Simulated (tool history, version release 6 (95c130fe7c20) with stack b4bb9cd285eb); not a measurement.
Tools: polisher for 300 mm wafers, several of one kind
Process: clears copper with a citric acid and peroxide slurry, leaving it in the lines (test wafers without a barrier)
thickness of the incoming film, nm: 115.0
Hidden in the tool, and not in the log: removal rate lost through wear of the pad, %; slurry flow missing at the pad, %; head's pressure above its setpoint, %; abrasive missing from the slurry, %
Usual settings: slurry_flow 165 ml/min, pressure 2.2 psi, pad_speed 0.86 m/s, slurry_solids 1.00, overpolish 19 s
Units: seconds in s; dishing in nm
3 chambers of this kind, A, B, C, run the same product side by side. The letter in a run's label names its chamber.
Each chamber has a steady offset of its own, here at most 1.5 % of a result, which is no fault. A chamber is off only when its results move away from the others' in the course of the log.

run   hour  slurry_flow  pressure  pad_speed  slurry_solids  overpolish  wafers polished on this pad  hours since the slurry nozzle was cleaned  hours since the head pressure was calibrated  hours since the slurry blender was calibrated  seconds  dishing
 1B    4.6          165       2.2       0.86           1.00          19                          506                                      631.2                                         401.8                                          238.3   95.174   16.217
 2A    8.3          165       2.2       0.86           1.00          19                          871                                       18.6                                         367.6                                           88.2   98.428   16.837
      10.3  -- chamber B: worn pad replaced by a new one
 3C   10.9          165       2.2       0.86           1.00          19                          489                                      368.5                                         617.3                                          349.9   96.015   16.732
 4A   14.0          165       2.2       0.86           1.00          19                          930                                       24.3                                         373.3                                           93.9   97.922   16.760
 5C   16.5          165       2.2       0.86           1.20          28                          547                                      374.1                                         622.9                                          355.5   93.229   24.920
 6B   18.9          165       2.2       0.86           1.20          28                           89                                      645.5                                         416.1                                          252.6   93.002   24.832
 7A   23.1          165       2.2       0.86           1.20          28                         1024                                       33.4                                         382.4                                          103.0   94.138   25.045
 8C   28.1          165       2.2       0.86           1.00          19                          667                                      385.7                                         634.5                                          367.1   97.844   16.871
      29.6  -- chamber A: worn pad replaced by a new one
 9B   31.7          165       2.2       0.86           1.00          19                          221                                      658.3                                         428.9                                          265.4   96.023   17.077
10B   36.5          165       2.2       0.86           1.00          19                          271                                      663.1                                         433.7                                          270.2   96.201   17.225
      37.0  -- chamber B: slurry blender recalibrated
11A   39.9          165       2.2       0.86           1.00          19                          106                                       50.2                                         399.2                                          119.8   97.251   17.138
12C   43.5          165       1.5       1.14           1.00          19                          826                                      401.1                                         649.9                                          382.5  107.450   15.621
13B   47.4          165       1.5       1.14           1.00          19                          383                                      674.0                                         444.6                                           10.4  106.030   14.803
14C   51.9          165       1.5       1.14           1.00          19                          913                                      409.5                                         658.3                                          390.9  108.090   15.018
15A   54.4          165       2.2       0.86           1.00          19                          256                                       64.7                                         413.7                                          134.3   98.023   17.041
      54.5  -- chamber C: worn pad replaced by a new one
16B   56.8          165       2.2       0.86           1.00          19                          480                                      683.4                                         454.0                                           19.8   95.561   16.640
17C   59.2          165       2.2       0.86           1.00          19                           49                                      416.8                                         665.6                                          398.2   97.383   16.905
18A   64.0          165       2.2       0.86           1.00          19                          355                                       74.3                                         423.3                                          143.9   95.471   16.972
      64.8  -- chamber A: head pressure recalibrated
19C   67.2          165       2.2       0.86           1.00          19                          131                                      424.8                                         673.6                                          406.2   98.537   16.783
      67.8  -- chamber B: worn pad replaced by a new one
20B   70.6          165       2.2       0.86           1.00          19                           28                                      697.2                                         467.8                                           33.6   96.242   17.077
21A   75.4          165       2.2       0.86           1.00          19                          473                                       85.7                                          10.7                                          155.3   89.106   18.274
22B   79.0          195       1.8       0.86           1.00          19                          115                                      705.6                                         476.2                                           42.0  115.480   14.424
23A   82.9          195       1.8       0.86           1.00          19                          550                                       93.2                                          18.2                                          162.8  103.220   16.173
24C   87.0          195       1.8       0.86           1.00          19                          336                                      444.6                                         693.4                                          426.0  115.100   14.338
25C   89.3          165       2.2       0.86           1.00          19                          359                                      446.9                                         695.7                                          428.3   97.369   16.999
26A   91.8          165       2.2       0.86           1.00          19                          642                                      102.1                                          27.1                                          171.7   87.943   19.334
27B   95.2          165       2.2       0.86           1.00          19                          282                                      721.8                                         492.4                                           58.2   95.233   17.207
28C   97.4          165       2.2       0.86           1.00          19                          443                                      455.0                                         703.8                                          436.4   97.964   16.551
29A  100.0          165       2.2       0.86           0.85          19                          727                                      110.3                                          35.3                                          179.9   91.861   18.227
30B  103.9          165       2.2       0.86           0.85          19                          372                                      730.5                                         501.1                                           66.9   98.222   16.357
31C  108.1          165       2.2       0.86           0.85          19                          553                                      465.7                                         714.5                                          447.1   99.824   16.099
32B  112.1          165       2.2       0.86           1.00          19                          457                                      738.7                                         509.3                                           75.1   96.443   17.004
33A  116.4          165       2.2       0.86           1.00          19                          896                                      126.7                                          51.7                                          196.3   88.943   18.782

Is one chamber off against the others, does the gauge drift, or is nothing wrong? If a chamber is off, say which, and what the likeliest cause is.

A service left chamber A off against the others.
Cause: head's pressure above its setpoint, % = 10.3.

Here are 4 candidates for chamber A's next run, each the usual settings with a change, their results left as question marks. Which one brings its results back in line with what the others give on the usual settings?
In line means no further than this from the other chambers' mean on the usual settings: seconds 2.900 s; dishing 1.100 nm
34A-1  120.0          165       2.3       0.90           1.00          20                                                                                                                                                                             ?        ?
34A-2  120.0          165       2.1       0.82           1.00          19                                                                                                                                                                             ?        ?
34A-3  120.0          165       2.2       0.88           1.00          19                                                                                                                                                                             ?        ?
34A-4  120.0          165       2.2       0.84           1.00          19                                                                                                                                                                             ?        ?

The other chambers' mean on the usual settings: seconds 96.870 s; dishing 16.830 nm
  run  seconds  dishing
34A-1   81.655   21.486
34A-2   97.539   17.335
34A-3   87.096   19.283
34A-4   91.144   18.487
34A-2 brings the chamber back in line.
